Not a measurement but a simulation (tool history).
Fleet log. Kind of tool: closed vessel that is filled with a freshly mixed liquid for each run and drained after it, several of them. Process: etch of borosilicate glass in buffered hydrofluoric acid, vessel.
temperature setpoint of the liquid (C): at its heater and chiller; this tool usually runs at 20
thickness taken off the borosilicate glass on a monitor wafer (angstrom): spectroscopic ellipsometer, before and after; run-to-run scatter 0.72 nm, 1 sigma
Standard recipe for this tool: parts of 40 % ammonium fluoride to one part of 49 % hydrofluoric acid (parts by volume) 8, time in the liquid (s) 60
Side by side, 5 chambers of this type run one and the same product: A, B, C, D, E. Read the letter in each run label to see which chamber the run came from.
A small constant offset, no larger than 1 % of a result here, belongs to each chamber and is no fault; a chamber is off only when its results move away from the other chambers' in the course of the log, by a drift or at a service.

run,hour,temperature setpoint of the liquid (C),parts of 40 % ammonium fluoride to one part of 49 % hydrofluoric acid (parts by volume),time in the liquid (s),hours since the thermometer was replaced,hours since the hydrofluoric acid flow meter was replaced,"read-back film thickness of the borosilicate glass reference wafer, read on the same gauge (nm)",thickness taken off the borosilicate glass on a monitor wafer (angstrom)
# hour 8.6: chamber E: thermometer replaced
# hour 9.2: chamber A: hydrofluoric acid flow meter replaced
1D,9.9,20,8,60,1903.3,540.7,150.01,745.72
2C,16.9,20,8,60,739.4,1225.4,150.01,717.29
# hour 23.5: chamber C: thermometer replaced
3B,26.4,20,8,60,754.2,486.8,149.99,725.43
4E,36.3,20,8,60,27.7,388.8,150.01,731.82
5A,44.8,20,8,60,2425.4,35.6,150,717.81
6D,50.5,20,8,60,1943.9,581.3,149.99,720.09
7C,60.4,20,8,60,37,1268.9,149.99,738.82
8A,72.5,20,8,60,2453.1,63.3,149.99,729.62
9B,79.4,17.5,8,60,807.2,539.8,150.01,638.7
10E,89.3,17.5,8,60,80.7,441.8,149.99,644.17
# hour 99.8: chamber E: hydrofluoric acid flow meter replaced
11E,101.9,17.5,8,60,93.3,2.1,150,636.7
12A,110.3,17.5,8,60,2490.9,101.1,150,639.32
13C,122.3,17.5,8,60,98.9,1330.8,150,639.39
14B,129.3,20,8,60,857.1,589.7,149.99,713.33
15D,137.8,20,8,60,2031.2,668.6,150,716.92
# hour 139.7: chamber B: thermometer replaced
16A,144.5,20,8,60,2525.1,135.3,150.01,712.04
17C,151.3,20,8,60,127.9,1359.8,150.02,735.56
18D,157.7,20,8,60,2051.1,688.5,149.99,724.05
19B,168.6,20,8,60,28.9,629,150,724.74
20E,174.6,20,8,60,166,74.8,149.99,731.92
21C,180.5,20,8,60,157.1,1389,150,755.85
# hour 182.7: chamber B: hydrofluoric acid flow meter replaced
22B,191.6,20,8,60,51.9,8.9,150,721.94
23D,197.4,20,8,60,2090.8,728.2,150,728.57
24A,205.9,20,8,60,2586.5,196.7,150,729.63
25E,215,20,8,60,206.4,115.2,150,722.12
26D,222.9,20,8,60,2116.3,753.7,150,725.16
27C,234.9,20,8,60,211.5,1443.4,150,768.35
# hour 239.7: chamber A: thermometer replaced
28A,241.5,20,8,60,1.8,232.3,150.02,715.58
29B,253.1,20,8,60,113.4,70.4,150.01,721.03
30E,261.8,20,10,60,253.2,162,150,593.48
# hour 267.7: chamber D: thermometer replaced
31C,270.8,20,10,60,247.4,1479.3,150,612.47
32D,278.1,20,10,60,10.4,808.9,150.01,600.14
33A,290.1,20,10,60,50.4,280.9,149.98,594.6
34E,297,20,10,60,288.4,197.2,149.99,592.42
35B,303.8,20,8,60,164.1,121.1,150,738.53
36C,316,20,8,60,292.6,1524.5,150,781.8
37A,323.9,18.5,8,50,84.2,314.7,149.99,561.35
38B,333.5,18.5,8,50,193.8,150.8,149.99,565.11
39E,346.1,18.5,8,50,337.5,246.3,150,562.77

Next, all 5 chambers run the settings below, one line each with question marks for the results. What does each chamber give?
40A,355.5,24.5,8,60,,,,?
40B,355.5,24.5,8,60,,,,?
40C,355.5,24.5,8,60,,,,?
40D,355.5,24.5,8,60,,,,?
40E,355.5,24.5,8,60,,,,?

run,thickness taken off the borosilicate glass on a monitor wafer (angstrom)
40A,903.51
40B,924.7
40C,1038.3
40D,914.74
40E,920.86
